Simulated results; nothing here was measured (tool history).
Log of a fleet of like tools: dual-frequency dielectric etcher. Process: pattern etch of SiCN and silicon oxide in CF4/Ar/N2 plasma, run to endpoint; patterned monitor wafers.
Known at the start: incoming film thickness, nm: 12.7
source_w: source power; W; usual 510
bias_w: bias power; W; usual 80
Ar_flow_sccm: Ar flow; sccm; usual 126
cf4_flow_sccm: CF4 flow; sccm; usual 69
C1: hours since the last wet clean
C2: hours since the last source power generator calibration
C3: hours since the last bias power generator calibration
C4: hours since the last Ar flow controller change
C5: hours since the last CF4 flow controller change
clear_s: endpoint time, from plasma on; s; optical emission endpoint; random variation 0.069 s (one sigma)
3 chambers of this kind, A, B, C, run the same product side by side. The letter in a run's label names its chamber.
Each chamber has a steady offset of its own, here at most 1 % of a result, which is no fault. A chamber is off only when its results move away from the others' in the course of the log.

run 1A hour=3.7 | source_w=510 bias_w=80 Ar_flow_sccm=126 cf4_flow_sccm=69 | C1=24.8 C2=1583.6 C3=3061.1 C4=3154.6 C5=1448.9 | clear_s=13.247
-- hour=7.4 chamber B: CF4 flow controller replaced
run 2C hour=11.5 | source_w=510 bias_w=80 Ar_flow_sccm=126 cf4_flow_sccm=69 | C1=105 C2=981.6 C3=78.3 C4=3577.1 C5=2641.9 | clear_s=13.343
run 3B hour=17.2 | source_w=510 bias_w=80 Ar_flow_sccm=126 cf4_flow_sccm=69 | C1=322.7 C2=985.7 C3=540.8 C4=957.3 C5=9.9 | clear_s=13.275
run 4C hour=22.2 | source_w=510 bias_w=80 Ar_flow_sccm=126 cf4_flow_sccm=69 | C1=115.7 C2=992.3 C3=89 C4=3587.8 C5=2652.6 | clear_s=13.321
run 5B hour=29.4 | source_w=510 bias_w=80 Ar_flow_sccm=126 cf4_flow_sccm=69 | C1=334.9 C2=997.9 C3=553 C4=969.5 C5=22.1 | clear_s=13.167
run 6A hour=33.1 | source_w=510 bias_w=80 Ar_flow_sccm=126 cf4_flow_sccm=69 | C1=54.2 C2=1613 C3=3090.5 C4=3184 C5=1478.3 | clear_s=13.285
run 7A hour=40.6 | source_w=510 bias_w=80 Ar_flow_sccm=126 cf4_flow_sccm=69 | C1=61.7 C2=1620.5 C3=3098 C4=3191.5 C5=1485.8 | clear_s=13.369
run 8B hour=49 | source_w=510 bias_w=80 Ar_flow_sccm=126 cf4_flow_sccm=69 | C1=354.5 C2=1017.5 C3=572.6 C4=989.1 C5=41.7 | clear_s=13.236
run 9C hour=54.6 | source_w=510 bias_w=80 Ar_flow_sccm=126 cf4_flow_sccm=69 | C1=148.1 C2=1024.7 C3=121.4 C4=3620.2 C5=2685 | clear_s=13.202
run 10A hour=58.3 | source_w=510 bias_w=80 Ar_flow_sccm=126 cf4_flow_sccm=69 | C1=79.4 C2=1638.2 C3=3115.7 C4=3209.2 C5=1503.5 | clear_s=13.288
run 11B hour=63.6 | source_w=510 bias_w=80 Ar_flow_sccm=126 cf4_flow_sccm=69 | C1=369.1 C2=1032.1 C3=587.2 C4=1003.7 C5=56.3 | clear_s=13.258
run 12C hour=69.5 | source_w=510 bias_w=80 Ar_flow_sccm=126 cf4_flow_sccm=69 | C1=163 C2=1039.6 C3=136.3 C4=3635.1 C5=2699.9 | clear_s=13.102
run 13A hour=76.8 | source_w=510 bias_w=80 Ar_flow_sccm=126 cf4_flow_sccm=69 | C1=97.9 C2=1656.7 C3=3134.2 C4=3227.7 C5=1522 | clear_s=13.191
run 14C hour=84.8 | source_w=510 bias_w=80 Ar_flow_sccm=126 cf4_flow_sccm=69 | C1=178.3 C2=1054.9 C3=151.6 C4=3650.4 C5=2715.2 | clear_s=12.987
run 15B hour=91.1 | source_w=510 bias_w=80 Ar_flow_sccm=126 cf4_flow_sccm=69 | C1=396.6 C2=1059.6 C3=614.7 C4=1031.2 C5=83.8 | clear_s=13.268
run 16A hour=96.6 | source_w=510 bias_w=80 Ar_flow_sccm=126 cf4_flow_sccm=69 | C1=117.7 C2=1676.5 C3=3154 C4=3247.5 C5=1541.8 | clear_s=13.327
run 17C hour=104.5 | source_w=510 bias_w=80 Ar_flow_sccm=126 cf4_flow_sccm=69 | C1=198 C2=1074.6 C3=171.3 C4=3670.1 C5=2734.9 | clear_s=12.895
run 18B hour=109.1 | source_w=510 bias_w=80 Ar_flow_sccm=126 cf4_flow_sccm=69 | C1=414.6 C2=1077.6 C3=632.7 C4=1049.2 C5=101.8 | clear_s=13.201
run 19C hour=116.9 | source_w=510 bias_w=80 Ar_flow_sccm=126 cf4_flow_sccm=69 | C1=210.4 C2=1087 C3=183.7 C4=3682.5 C5=2747.3 | clear_s=12.714
run 20A hour=121.9 | source_w=510 bias_w=80 Ar_flow_sccm=126 cf4_flow_sccm=69 | C1=143 C2=1701.8 C3=3179.3 C4=3272.8 C5=1567.1 | clear_s=13.302
run 21B hour=129 | source_w=510 bias_w=80 Ar_flow_sccm=126 cf4_flow_sccm=69 | C1=434.5 C2=1097.5 C3=652.6 C4=1069.1 C5=121.7 | clear_s=13.237
run 22C hour=136 | source_w=510 bias_w=80 Ar_flow_sccm=126 cf4_flow_sccm=69 | C1=229.5 C2=1106.1 C3=202.8 C4=3701.6 C5=2766.4 | clear_s=12.712
run 23B hour=143.1 | source_w=510 bias_w=80 Ar_flow_sccm=126 cf4_flow_sccm=69 | C1=448.6 C2=1111.6 C3=666.7 C4=1083.2 C5=135.8 | clear_s=13.212

What goes on in this fleet: one chamber off, a drifting gauge, or nothing beyond the chambers' own small offsets? Name the chamber and the cause, if any.

Chamber C drifts away from the others.
Cause: etch rate over this chamber's usual, % = 5.62.

Here are 4 candidates for chamber C's next run, each the usual settings with a change, their results left as question marks. Which one brings its results back in line with what the others give on the usual settings?
In line means no further than this from the other chambers' mean on the usual settings: clear_s 0.24 s
run 24C-1 hour=149.1 | source_w=520 bias_w=80 Ar_flow_sccm=126 cf4_flow_sccm=69 | clear_s=?
run 24C-2 hour=149.1 | source_w=490 bias_w=79 Ar_flow_sccm=127 cf4_flow_sccm=68 | clear_s=?
run 24C-3 hour=149.1 | source_w=500 bias_w=79 Ar_flow_sccm=126 cf4_flow_sccm=69 | clear_s=?
run 24C-4 hour=149.1 | source_w=510 bias_w=80 Ar_flow_sccm=91 cf4_flow_sccm=69 | clear_s=?

The other chambers' mean on the usual settings: clear_s 13.28 s
run=24C-1 clear_s=12.464
run=24C-2 clear_s=13.245
run=24C-3 clear_s=12.964
run=24C-4 clear_s=12.082
24C-2 brings the chamber back in line.

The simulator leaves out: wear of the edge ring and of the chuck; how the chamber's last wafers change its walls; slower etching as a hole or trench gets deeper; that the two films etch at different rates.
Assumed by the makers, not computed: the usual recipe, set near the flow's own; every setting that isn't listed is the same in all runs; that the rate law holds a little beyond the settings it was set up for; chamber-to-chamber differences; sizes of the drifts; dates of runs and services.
